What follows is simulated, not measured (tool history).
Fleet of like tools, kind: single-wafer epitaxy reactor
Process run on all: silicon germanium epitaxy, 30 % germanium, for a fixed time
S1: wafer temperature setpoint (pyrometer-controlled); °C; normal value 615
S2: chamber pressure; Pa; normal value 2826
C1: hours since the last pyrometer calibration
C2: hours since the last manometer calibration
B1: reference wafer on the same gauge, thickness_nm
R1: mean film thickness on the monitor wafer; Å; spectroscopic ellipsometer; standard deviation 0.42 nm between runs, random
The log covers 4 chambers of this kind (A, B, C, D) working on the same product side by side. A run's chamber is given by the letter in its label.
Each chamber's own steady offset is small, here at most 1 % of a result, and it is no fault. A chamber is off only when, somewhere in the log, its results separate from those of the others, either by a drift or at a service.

run,hour,S1,S2,C1,C2,B1,R1
1C,5.8,615,2826,1007.6,552.0,74.267,791.99
2D,14.2,615,2826,37.3,294.0,74.395,787.24
3A,20.6,615,2826,30.7,422.9,74.364,793.95
4B,26.9,615,2826,345.8,293.1,74.228,787.75
5B,31.3,615,2826,350.2,297.5,74.263,786.77
6D,35.0,615,2826,58.1,314.8,74.222,786.85
7A,41.4,615,3480,51.5,443.7,74.266,860.70
8C,48.4,615,3480,1050.2,594.6,74.360,856.23
9D,52.9,615,3480,76.0,332.7,74.155,861.04
10A,58.2,615,3480,68.3,460.5,74.330,866.75
11B,62.6,605,2480,381.5,328.8,74.385,624.13
12C,67.2,605,2480,1069.0,613.4,74.314,628.40
13B,74.5,605,2480,393.4,340.7,74.266,628.14
14A,78.4,605,2480,88.5,480.7,74.323,639.48
15D,82.1,615,2826,105.2,361.9,74.304,785.39
16C,86.7,615,2826,1088.5,632.9,74.430,803.47
17C,90.4,615,2826,1092.2,636.6,74.306,801.34
18B,94.1,615,2826,413.0,360.3,74.306,790.81
19D,100.5,615,2613,123.6,380.3,74.353,762.99
20A,107.2,615,2613,117.3,509.5,74.298,769.89
21B,113.0,615,2613,431.9,379.2,74.294,769.28
22D,121.3,615,2613,144.4,401.1,74.302,765.18
23A,125.4,615,2826,135.5,527.7,74.324,795.87
24C,131.3,610,2426,1133.1,677.5,74.452,706.44
25C,137.4,610,2426,1139.2,683.6,74.294,712.53

The same settings go to every chamber for the next run, one line per chamber below. Forecast the results for each:
26A,143.4,615,3186,,,,?
26B,143.4,615,3186,,,,?
26C,143.4,615,3186,,,,?
26D,143.4,615,3186,,,,?

run,R1
26A,837.93
26B,823.53
26C,871.48
26D,813.28
